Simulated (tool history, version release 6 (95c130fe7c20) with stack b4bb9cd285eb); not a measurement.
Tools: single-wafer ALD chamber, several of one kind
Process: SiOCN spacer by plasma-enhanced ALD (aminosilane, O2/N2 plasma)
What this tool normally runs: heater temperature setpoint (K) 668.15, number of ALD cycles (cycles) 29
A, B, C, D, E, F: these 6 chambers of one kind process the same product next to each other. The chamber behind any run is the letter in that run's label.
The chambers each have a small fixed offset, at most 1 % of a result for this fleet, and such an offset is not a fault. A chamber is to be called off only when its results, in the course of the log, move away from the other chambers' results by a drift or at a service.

run,hour,heater temperature setpoint (K),number of ALD cycles (cycles),hours since the last thermocouple change,"read-back reference wafer on the same gauge, thickness_nm",mean film thickness on the monitor wafer (angstrom)
1F,3.8,668.15,29,1025.2,1.9099,17.656
2D,6.7,668.15,29,29.0,1.9108,17.551
3B,10.5,668.15,29,673.7,1.9097,17.441
4C,15.1,668.15,29,1299.6,1.9113,17.570
5A,18.9,668.15,29,1645.2,1.9119,17.527
6E,23.0,668.15,29,722.3,1.9118,17.576
7E,26.7,668.15,29,726.0,1.9120,17.615
8B,31.1,668.15,29,694.3,1.9119,17.461
9A,34.9,668.15,29,1661.2,1.9132,17.541
10C,39.6,668.15,29,1324.1,1.9128,17.608
11D,43.3,677.15,33,65.6,1.9128,19.708
12F,47.2,677.15,33,1068.6,1.9134,19.583
13C,49.5,677.15,33,1334.0,1.9135,19.794
14E,53.9,677.15,33,753.2,1.9146,19.732
15F,57.1,677.15,33,1078.5,1.9137,19.660
16B,60.4,677.15,33,723.6,1.9137,19.528
17D,63.2,668.15,29,85.5,1.9144,17.568
18A,66.9,668.15,29,1693.2,1.9157,17.619
19A,70.8,668.15,29,1697.1,1.9158,17.589
20C,74.4,668.15,29,1358.9,1.9150,17.646
21E,78.8,663.15,25,778.1,1.9161,15.218
22B,81.2,663.15,25,744.4,1.9161,15.106
23D,85.1,663.15,25,107.4,1.9163,15.132
24F,88.4,663.15,25,1109.8,1.9165,15.240
25A,90.9,663.15,25,1717.2,1.9163,15.151
26F,95.2,663.15,25,1116.6,1.9174,15.278
27D,97.9,668.15,29,120.2,1.9171,17.599
28C,100.6,668.15,29,1385.1,1.9176,17.615
29B,103.1,668.15,29,766.3,1.9175,17.509
30E,106.2,668.15,29,805.5,1.9170,17.653
31A,110.6,668.15,29,1736.9,1.9181,17.633
32F,113.4,668.15,29,1134.8,1.9182,17.696
33C,117.2,668.15,29,1401.7,1.9184,17.653
34E,121.2,661.15,34,820.5,1.9188,20.692
35B,125.2,661.15,34,788.4,1.9194,20.544
36D,127.6,661.15,34,149.9,1.9198,20.670
37C,130.2,661.15,34,1414.7,1.9193,20.697
38B,132.5,661.15,34,795.7,1.9202,20.570
39E,136.2,661.15,34,835.5,1.9205,20.689
40A,140.7,668.15,29,1767.0,1.9207,17.671
41F,144.2,668.15,29,1165.6,1.9207,17.711
42D,146.7,668.15,29,169.0,1.9209,17.655
43E,148.8,668.15,29,848.1,1.9208,17.704
44B,152.8,668.15,29,816.0,1.9213,17.582

Predict what each chamber gives when all 6 of them run the settings below next.
45A,156.2,676.15,29,,,?
45B,156.2,676.15,29,,,?
45C,156.2,676.15,29,,,?
45D,156.2,676.15,29,,,?
45E,156.2,676.15,29,,,?
45F,156.2,676.15,29,,,?

run,mean film thickness on the monitor wafer (angstrom)
45A,17.243
45B,17.224
45C,17.526
45D,17.469
45E,17.491
45F,17.304
